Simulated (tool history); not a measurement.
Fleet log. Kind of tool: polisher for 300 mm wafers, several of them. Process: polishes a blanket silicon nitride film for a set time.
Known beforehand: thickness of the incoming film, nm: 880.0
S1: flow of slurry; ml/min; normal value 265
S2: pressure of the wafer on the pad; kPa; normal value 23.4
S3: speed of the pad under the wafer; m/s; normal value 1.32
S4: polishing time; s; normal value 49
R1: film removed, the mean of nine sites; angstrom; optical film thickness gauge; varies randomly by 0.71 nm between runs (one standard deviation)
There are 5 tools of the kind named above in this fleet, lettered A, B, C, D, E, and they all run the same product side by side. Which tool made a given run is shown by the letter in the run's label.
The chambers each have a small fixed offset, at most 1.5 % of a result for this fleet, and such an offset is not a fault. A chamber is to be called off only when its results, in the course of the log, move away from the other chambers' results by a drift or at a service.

| run | hour | S1 | S2 | S3 | S4 | R1 |
|---|---|---|---|---|---|---|
|  | 4.8 | chamber B: worn pad replaced by a new one |
| 1C | 4.8 | 265 | 23.4 | 1.32 | 49 | 896.53 |
| 2A | 10.8 | 265 | 23.4 | 1.32 | 49 | 859.91 |
| 3D | 14.9 | 265 | 23.4 | 1.32 | 49 | 870.81 |
| 4B | 20.7 | 265 | 23.4 | 1.32 | 49 | 874.42 |
| 5E | 26.0 | 265 | 23.4 | 1.32 | 49 | 878.33 |
|  | 30.9 | chamber C: slurry nozzle cleaned |
| 6C | 31.8 | 265 | 23.4 | 1.32 | 49 | 894.14 |
| 7A | 38.0 | 265 | 23.4 | 1.32 | 49 | 864.24 |
| 8D | 42.9 | 265 | 23.4 | 1.32 | 49 | 887.00 |
| 9E | 48.0 | 265 | 23.4 | 1.32 | 49 | 884.06 |
|  | 50.2 | chamber A: worn pad replaced by a new one |
|  | 51.2 | chamber D: worn pad replaced by a new one |
| 10B | 53.3 | 265 | 23.4 | 1.32 | 49 | 875.64 |
|  | 56.4 | chamber C: worn pad replaced by a new one |
| 11D | 59.6 | 265 | 23.4 | 1.32 | 49 | 870.23 |
| 12C | 62.6 | 265 | 23.4 | 1.32 | 49 | 895.54 |
| 13A | 66.9 | 265 | 23.4 | 1.32 | 49 | 882.02 |
| 14E | 72.4 | 345 | 23.4 | 1.74 | 49 | 1117.70 |
|  | 74.4 | chamber B: worn pad replaced by a new one |
| 15B | 75.7 | 345 | 23.4 | 1.74 | 49 | 1099.30 |
| 16E | 81.0 | 345 | 23.4 | 1.74 | 49 | 1124.70 |
| 17B | 85.7 | 345 | 23.4 | 1.74 | 49 | 1121.20 |
|  | 86.6 | chamber D: head pressure recalibrated |
| 18C | 90.2 | 345 | 23.4 | 1.74 | 49 | 1141.10 |
| 19A | 95.6 | 265 | 23.4 | 1.32 | 49 | 878.90 |
|  | 96.6 | chamber E: head pressure recalibrated |
| 20D | 102.0 | 265 | 23.4 | 1.32 | 49 | 794.86 |
| 21E | 108.2 | 265 | 23.4 | 1.32 | 49 | 884.60 |
| 22B | 111.2 | 265 | 23.4 | 1.32 | 49 | 877.01 |
|  | 115.0 | chamber C: worn pad replaced by a new one |
| 23D | 115.5 | 265 | 23.4 | 1.32 | 49 | 778.85 |
| 24C | 121.3 | 265 | 23.4 | 1.32 | 49 | 875.53 |
|  | 123.5 | chamber E: worn pad replaced by a new one |
| 25A | 125.7 | 265 | 23.4 | 1.32 | 49 | 866.28 |
|  | 131.7 | chamber D: worn pad replaced by a new one |
|  | 131.8 | chamber B: worn pad replaced by a new one |
| 26D | 131.9 | 265 | 23.4 | 1.32 | 49 | 788.44 |
| 27C | 137.9 | 265 | 23.4 | 1.32 | 49 | 893.19 |
|  | 141.3 | chamber A: slurry nozzle cleaned |
| 28A | 144.2 | 265 | 23.4 | 1.32 | 49 | 870.90 |
| 29E | 147.8 | 265 | 15.9 | 1.32 | 63 | 759.60 |
| 30B | 150.9 | 265 | 15.9 | 1.32 | 63 | 759.23 |
| 31A | 155.4 | 265 | 15.9 | 1.32 | 63 | 765.78 |
| 32C | 159.9 | 265 | 15.9 | 1.32 | 63 | 769.98 |
| 33E | 165.4 | 265 | 15.9 | 1.32 | 63 | 755.26 |
| 34D | 171.5 | 265 | 23.4 | 1.32 | 49 | 786.49 |
| 35B | 175.3 | 265 | 23.4 | 1.32 | 49 | 871.75 |
|  | 177.9 | chamber C: worn pad replaced by a new one |
| 36A | 180.6 | 265 | 23.4 | 1.32 | 49 | 870.18 |
| 37E | 186.8 | 265 | 23.4 | 1.32 | 49 | 894.05 |
| 38C | 191.8 | 265 | 23.4 | 1.32 | 49 | 886.32 |

What goes on in this fleet: one chamber off, a drifting gauge, or nothing beyond the chambers' own small offsets? Name the chamber and the cause, if any.

After it was serviced, chamber D no longer matches the other chambers.
Most likely cause: head's pressure below its setpoint, % = 9.84.

Here are 4 candidates for chamber D's next run, each the usual settings with a change, their results left as question marks. Which one brings its results back in line with what the others give on the usual settings?
Maximum distance from the other chambers' mean on the usual settings for a result to count as in line: R1 25.00 angstrom
| 39D-1 | 196.5 | 265 | 23.4 | 1.32 | 44 | ? |
| 39D-2 | 196.5 | 265 | 23.4 | 1.32 | 55 | ? |
| 39D-3 | 196.5 | 265 | 23.4 | 1.04 | 49 | ? |
| 39D-4 | 196.5 | 265 | 25.5 | 1.40 | 52 | ? |

The mean the other chambers reach with the usual settings: R1 878.56 angstrom
| run | R1 |
|---|---|
| 39D-1 | 705.47 |
| 39D-2 | 881.83 |
| 39D-3 | 651.31 |
| 39D-4 | 951.24 |
Change 39D-2 lands the chamber within the allowed miss of the other chambers.
